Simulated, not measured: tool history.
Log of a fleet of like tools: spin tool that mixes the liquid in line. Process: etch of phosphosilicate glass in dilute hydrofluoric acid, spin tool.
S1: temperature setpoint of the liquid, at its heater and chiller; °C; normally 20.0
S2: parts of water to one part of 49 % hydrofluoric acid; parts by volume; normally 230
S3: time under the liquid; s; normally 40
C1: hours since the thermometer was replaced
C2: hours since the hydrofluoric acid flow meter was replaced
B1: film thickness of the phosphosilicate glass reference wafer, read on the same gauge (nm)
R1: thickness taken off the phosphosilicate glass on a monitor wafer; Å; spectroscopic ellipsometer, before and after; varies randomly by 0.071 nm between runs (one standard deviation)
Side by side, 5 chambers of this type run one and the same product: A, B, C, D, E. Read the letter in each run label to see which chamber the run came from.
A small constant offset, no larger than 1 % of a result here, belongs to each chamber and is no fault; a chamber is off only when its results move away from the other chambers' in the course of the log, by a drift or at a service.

Run 1D, hour 2.7: usual settings; C1 494.9; C2 247.9; B1 50.025. Result: R1 150.74 Å.
Run 2A, hour 7.6: usual settings; C1 923.7; C2 413.4; B1 50.023. Result: R1 149.73 Å.
Run 3B, hour 11.8: usual settings; C1 1010.4; C2 819.2; B1 49.975. Result: R1 149.95 Å.
Run 4E, hour 15.1: usual settings; C1 1109.3; C2 206.7; B1 49.965. Result: R1 150.07 Å.
Run 5C, hour 19.0: usual settings; C1 1140.5; C2 659.5; B1 50.015. Result: R1 150.22 Å.
Run 6D, hour 21.6: usual settings; C1 513.8; C2 266.8; B1 49.990. Result: R1 151.01 Å.
Run 7E, hour 24.6: usual settings; C1 1118.8; C2 216.2; B1 49.995. Result: R1 150.49 Å.
Run 8C, hour 28.6: usual settings; C1 1150.1; C2 669.1; B1 50.019. Result: R1 149.70 Å.
Run 9B, hour 31.6: usual settings; C1 1030.2; C2 839.0; B1 50.037. Result: R1 151.61 Å.
Run 10A, hour 35.0: usual settings but S1 22.0 °C; C1 951.1; C2 440.8; B1 50.004. Result: R1 161.71 Å.
Run 11C, hour 40.3: usual settings but S1 22.0 °C; C1 1161.8; C2 680.8; B1 50.015. Result: R1 162.03 Å.
Run 12A, hour 44.9: usual settings but S1 22.0 °C; C1 961.0; C2 450.7; B1 49.980. Result: R1 161.41 Å.
Run 13E, hour 49.6: usual settings but S1 22.0 °C; C1 1143.8; C2 241.2; B1 49.987. Result: R1 161.68 Å.
Run 14B, hour 52.9: usual settings but S1 22.0 °C; C1 1051.5; C2 860.3; B1 49.999. Result: R1 162.18 Å.
Run 15D, hour 56.0: usual settings; C1 548.2; C2 301.2; B1 49.988. Result: R1 150.96 Å.
Run 16A, hour 61.5: usual settings; C1 977.6; C2 467.3; B1 49.958. Result: R1 148.35 Å.
Run 17E, hour 66.4: usual settings; C1 1160.6; C2 258.0; B1 50.004. Result: R1 151.56 Å.
Run 18D, hour 69.0: usual settings; C1 561.2; C2 314.2; B1 50.011. Result: R1 151.06 Å.
Run 19C, hour 73.1: usual settings; C1 1194.6; C2 713.6; B1 49.968. Result: R1 150.68 Å.
Run 20B, hour 77.5: usual settings; C1 1076.1; C2 884.9; B1 49.970. Result: R1 148.60 Å.
Run 21C, hour 81.1: usual settings; C1 1202.6; C2 721.6; B1 49.991. Result: R1 150.82 Å.
Run 22B, hour 84.1: usual settings; C1 1082.7; C2 891.5; B1 49.993. Result: R1 151.74 Å.
Run 23D, hour 88.6: usual settings; C1 580.8; C2 333.8; B1 49.963. Result: R1 147.97 Å.
Run 24A, hour 92.0: usual settings; C1 1008.1; C2 497.8; B1 49.997. Result: R1 149.43 Å.
Run 25E, hour 96.6: usual settings; C1 1190.8; C2 288.2; B1 49.994. Result: R1 151.40 Å.
Run 26D, hour 102.2: usual settings; C1 594.4; C2 347.4; B1 49.972. Result: R1 148.27 Å.
Run 27B, hour 105.8: usual settings; C1 1104.4; C2 913.2; B1 49.975. Result: R1 150.88 Å.
Run 28C, hour 109.4: usual settings but S1 17.5 °C; C1 1230.9; C2 749.9; B1 50.010. Result: R1 135.89 Å.
Run 29E, hour 112.6: usual settings but S1 17.5 °C; C1 1206.8; C2 304.2; B1 49.983. Result: R1 137.14 Å.
Run 30A, hour 116.6: usual settings but S1 17.5 °C; C1 1032.7; C2 522.4; B1 49.997. Result: R1 135.80 Å.
Run 31B, hour 119.1: usual settings but S1 17.5 °C; C1 1117.7; C2 926.5; B1 50.012. Result: R1 136.63 Å.
Run 32A, hour 123.5: usual settings but S1 17.5 °C; C1 1039.6; C2 529.3; B1 49.970. Result: R1 136.32 Å.
Run 33C, hour 127.0: usual settings but S2 160 parts by volume, S3 55 s; C1 1248.5; C2 767.5; B1 49.979. Result: R1 315.02 Å.
Run 34E, hour 130.1: usual settings but S2 160 parts by volume, S3 55 s; C1 1224.3; C2 321.7; B1 50.035. Result: R1 317.50 Å.
Run 35D, hour 135.7: usual settings but S2 160 parts by volume, S3 55 s; C1 627.9; C2 380.9; B1 49.960. Result: R1 309.26 Å.
Run 36A, hour 138.9: usual settings but S2 160 parts by volume, S3 55 s; C1 1055.0; C2 544.7; B1 50.034. Result: R1 317.36 Å.
At hour 140.7: chamber C: thermometer replaced.
Run 37B, hour 142.2: usual settings but S2 160 parts by volume, S3 55 s; C1 1140.8; C2 949.6; B1 50.003. Result: R1 319.37 Å.
Run 38D, hour 146.5: usual settings; C1 638.7; C2 391.7; B1 49.978. Result: R1 145.04 Å.
Run 39E, hour 150.4: usual settings; C1 1244.6; C2 342.0; B1 50.064. Result: R1 151.48 Å.
Run 40C, hour 155.9: usual settings; C1 15.3; C2 796.4; B1 50.001. Result: R1 150.90 Å.

Next, every chamber runs the same settings. What will each give?
Run 41A, hour 159.9: usual settings. Result: R1 ?.
Run 41B, hour 159.9: usual settings. Result: R1 ?.
Run 41C, hour 159.9: usual settings. Result: R1 ?.
Run 41D, hour 159.9: usual settings. Result: R1 ?.
Run 41E, hour 159.9: usual settings. Result: R1 ?.

run      R1
41A  149.46
41B  151.15
41C  150.33
41D  144.40
41E  151.54

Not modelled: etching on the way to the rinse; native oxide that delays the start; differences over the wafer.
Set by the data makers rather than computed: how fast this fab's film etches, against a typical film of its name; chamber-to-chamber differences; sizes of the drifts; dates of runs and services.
